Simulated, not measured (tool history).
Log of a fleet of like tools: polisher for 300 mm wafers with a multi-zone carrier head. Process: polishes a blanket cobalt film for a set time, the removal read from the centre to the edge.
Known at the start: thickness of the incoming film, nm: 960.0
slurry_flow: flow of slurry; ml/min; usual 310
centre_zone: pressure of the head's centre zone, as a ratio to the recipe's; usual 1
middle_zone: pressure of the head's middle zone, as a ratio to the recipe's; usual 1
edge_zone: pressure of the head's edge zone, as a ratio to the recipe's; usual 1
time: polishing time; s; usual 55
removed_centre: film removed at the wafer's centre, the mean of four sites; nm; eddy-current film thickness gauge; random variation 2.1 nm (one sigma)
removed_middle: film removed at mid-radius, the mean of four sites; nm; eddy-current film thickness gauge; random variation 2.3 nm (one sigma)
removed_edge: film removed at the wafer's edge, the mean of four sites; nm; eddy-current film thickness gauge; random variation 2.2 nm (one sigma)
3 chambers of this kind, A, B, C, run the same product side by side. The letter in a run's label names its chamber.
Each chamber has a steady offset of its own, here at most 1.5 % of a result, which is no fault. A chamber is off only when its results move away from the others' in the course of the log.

| run | hour | slurry_flow | centre_zone | middle_zone | edge_zone | time | removed_centre | removed_middle | removed_edge |
|---|---|---|---|---|---|---|---|---|---|
| 1B | 11.2 | 310 | 1 | 1 | 1 | 55 | 295.07 | 300.33 | 294.78 |
|  | 16.9 | chamber B: worn pad replaced by a new one |
| 2C | 17.3 | 310 | 1 | 1 | 1 | 55 | 295.24 | 296.12 | 301.11 |
| 3A | 25.4 | 310 | 1 | 1 | 1 | 55 | 299.6 | 302.32 | 300.63 |
| 4A | 33.9 | 310 | 1 | 1 | 1 | 55 | 295.79 | 301.97 | 298.22 |
| 5B | 44.1 | 310 | 1 | 1 | 1 | 55 | 296.89 | 299.36 | 295.76 |
| 6C | 52.3 | 310 | 1 | 1 | 1 | 44 | 235.86 | 237.08 | 241.56 |
| 7A | 58.8 | 310 | 1 | 1 | 1 | 44 | 237.57 | 243.55 | 237.7 |
| 8B | 65.1 | 310 | 1 | 1 | 1 | 44 | 241.71 | 241.05 | 238.92 |
| 9C | 72.8 | 310 | 0.96 | 1 | 1 | 55 | 283.05 | 295.28 | 301.45 |
| 10C | 84.2 | 310 | 0.96 | 1 | 1 | 55 | 284.72 | 301.01 | 302.91 |
|  | 95.5 | chamber A: worn pad replaced by a new one |
| 11B | 97.1 | 310 | 0.96 | 1 | 1 | 55 | 283.34 | 297.64 | 296.07 |
| 12A | 103.8 | 310 | 1 | 1 | 1 | 55 | 297.4 | 302.68 | 304.41 |
| 13B | 114.5 | 310 | 1 | 1 | 1 | 55 | 298.17 | 296.87 | 292.36 |
|  | 120.2 | chamber A: centre zone pressure recalibrated |
| 14A | 124.4 | 310 | 1 | 1 | 1 | 55 | 278.49 | 298.53 | 301.5 |
|  | 124.7 | chamber C: worn pad replaced by a new one |
| 15C | 136.1 | 310 | 1 | 1 | 1 | 55 | 295.51 | 297.07 | 301.83 |
| 16A | 142.1 | 310 | 1 | 1 | 1 | 55 | 278.31 | 298.54 | 303.72 |
|  | 145.3 | chamber B: worn pad replaced by a new one |
| 17C | 152.4 | 310 | 1 | 1 | 1 | 55 | 295.2 | 299.59 | 304.03 |
| 18B | 163.3 | 310 | 1 | 1 | 1 | 55 | 297.57 | 298.26 | 294.17 |
| 19C | 173.6 | 310 | 1 | 1 | 1 | 55 | 294.35 | 299.08 | 298.46 |
|  | 184.7 | chamber B: slurry nozzle cleaned |
|  | 186 | chamber A: slurry nozzle cleaned |
| 20A | 186.5 | 310 | 0.96 | 1 | 1.08 | 55 | 264.49 | 300.33 | 309.6 |
| 21B | 192.6 | 310 | 0.96 | 1 | 1.08 | 55 | 283.72 | 300.8 | 307.53 |
| 22B | 198.2 | 310 | 0.96 | 1 | 1.08 | 55 | 289.91 | 297.58 | 309.19 |
|  | 203.9 | chamber A: worn pad replaced by a new one |
| 23A | 204.3 | 310 | 1 | 1 | 1 | 55 | 280.71 | 305.32 | 299.89 |
| 24C | 213.2 | 310 | 1 | 1 | 1 | 55 | 295.88 | 301.47 | 295.85 |
| 25A | 225.6 | 310 | 1 | 1 | 1 | 55 | 279.73 | 302.78 | 301.78 |
| 26C | 236.7 | 310 | 1 | 1 | 1 | 55 | 296.11 | 299 | 299.34 |
| 27B | 244 | 310 | 1 | 1 | 1 | 55 | 294.54 | 299.4 | 298.67 |
| 28B | 257 | 310 | 1 | 1 | 1 | 55 | 295.88 | 298.59 | 294.34 |
| 29A | 263.2 | 310 | 1 | 1 | 1 | 55 | 276.54 | 299.57 | 299.38 |

All 3 chambers run these settings next. Forecast each chamber's results:
| 30A | 272.5 | 310 | 1 | 1 | 1 | 55 | ? | ? | ? |
| 30B | 272.5 | 310 | 1 | 1 | 1 | 55 | ? | ? | ? |
| 30C | 272.5 | 310 | 1 | 1 | 1 | 55 | ? | ? | ? |

| run | removed_centre | removed_middle | removed_edge |
|---|---|---|---|
| 30A | 278.16 | 298.7 | 299.36 |
| 30B | 298.66 | 295.47 | 294.38 |
| 30C | 299.48 | 299.23 | 300.33 |
